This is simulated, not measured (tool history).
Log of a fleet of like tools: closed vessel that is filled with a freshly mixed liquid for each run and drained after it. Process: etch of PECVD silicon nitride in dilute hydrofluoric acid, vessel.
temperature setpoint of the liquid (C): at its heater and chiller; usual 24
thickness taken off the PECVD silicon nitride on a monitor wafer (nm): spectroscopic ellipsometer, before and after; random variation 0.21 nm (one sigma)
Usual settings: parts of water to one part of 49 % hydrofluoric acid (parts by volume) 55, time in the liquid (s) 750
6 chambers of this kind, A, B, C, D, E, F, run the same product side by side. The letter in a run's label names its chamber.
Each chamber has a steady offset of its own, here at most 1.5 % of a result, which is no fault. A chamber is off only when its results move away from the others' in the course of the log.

run,hour,temperature setpoint of the liquid (C),parts of water to one part of 49 % hydrofluoric acid (parts by volume),time in the liquid (s),hours since the thermometer was replaced,hours since the hydrofluoric acid flow meter was replaced,"read-back film thickness of the PECVD silicon nitride reference wafer, read on the same gauge (nm)",thickness taken off the PECVD silicon nitride on a monitor wafer (nm)
1A,10.4,24,55,750,337.8,1612.4,79.972,28.496
2E,24.5,24,55,750,1647.1,452.9,79.961,28.164
3F,31.7,24,55,750,2127.5,226.2,79.973,28.393
# hour 36.9: chamber B: thermometer replaced
4C,43.8,24,55,750,271.9,1852.9,79.997,28.285
5B,53.1,24,55,750,16.3,1166.2,80.007,28.152
6D,62.8,24,55,1055,605.9,1212.5,80.005,39.9
7E,70.6,24,55,1055,1693.2,499,80.022,39.349
8A,81.8,24,55,1055,409.2,1683.8,79.978,39.535
9D,94.5,24,55,1055,637.6,1244.2,80.058,40.246
10B,104.8,24,55,1055,68,1217.9,79.982,39.462
11F,113.1,24,55,1055,2208.9,307.6,80.015,40.155
12C,124.4,24,55,750,352.5,1933.5,80.044,28.246
13B,132.6,24,55,750,95.8,1245.7,80.023,27.659
14C,141.4,24,55,750,369.5,1950.5,79.999,28.057
15D,148.7,24,55,750,691.8,1298.4,79.987,28.784
16F,160.3,24,75,750,2256.1,354.8,79.979,20.899
17A,172.2,24,75,750,499.6,1774.2,80.001,20.28
18E,181,24,75,750,1803.6,609.4,80.031,21.042
19A,190.3,24,75,750,517.7,1792.3,80.02,20.89
20B,197.5,24,75,750,160.7,1310.6,80.004,20.686
21D,205.4,24,75,750,748.5,1355.1,80.01,20.976
22F,215.8,24,55,750,2311.6,410.3,79.962,28.609
23C,228.8,24,55,750,456.9,2037.9,80.004,28.3
24E,236.6,24,55,750,1859.2,665,80.003,29.133
25A,246.7,24,55,750,574.1,1848.7,79.981,28.332
26E,255.5,24,55,750,1878.1,683.9,79.988,29.21
27B,265.7,24,55,750,228.9,1378.8,79.961,27.843
28C,273.2,24,55,750,501.3,2082.3,79.954,28.149
29F,287.6,24,55,750,2383.4,482.1,79.994,28.676
30D,298.9,24,55,750,842,1448.6,79.977,28.713
31D,307.1,24,55,750,850.2,1456.8,80.034,28.699
32A,320.9,24,55,750,648.3,1922.9,79.987,28.052
33B,329.1,22,25,750,292.3,1442.2,79.949,52.946
34C,335.8,22,25,750,563.9,2144.9,80.03,54.265
35F,348.5,22,25,750,2444.3,543,80.029,52.818
36E,359.2,22,25,750,1981.8,787.6,80.022,57.81
37E,366.3,22,25,750,1988.9,794.7,79.936,58.485

Is one chamber off against the others, does the gauge drift, or is nothing wrong? If a chamber is off, say which, and what the likeliest cause is.

Chamber E drifts away from the others.
Cause: liquid hotter than its thermometer reads (K) = 1.24.
The log may not tell that from: hydrofluoric acid flow above the setpoint (%).

Here are 4 candidates for chamber E's next run, each the usual settings with a change, their results left as question marks. Which one brings its results back in line with what the others give on the usual settings?
In line means no further than this from the other chambers' mean on the usual settings: thickness taken off the PECVD silicon nitride on a monitor wafer (nm) 0.75
38E-1,376.6,24,55,735,,,,?
38E-2,376.6,24,60,750,,,,?
38E-3,376.6,25,55,750,,,,?
38E-4,376.6,24,55,770,,,,?

The other chambers' mean on the usual settings: thickness taken off the PECVD silicon nitride on a monitor wafer (nm) 28.305
run,thickness taken off the PECVD silicon nitride on a monitor wafer (nm)
38E-1,29.955
38E-2,28.032
38E-3,32.644
38E-4,31.382
38E-2 brings the chamber back in line.
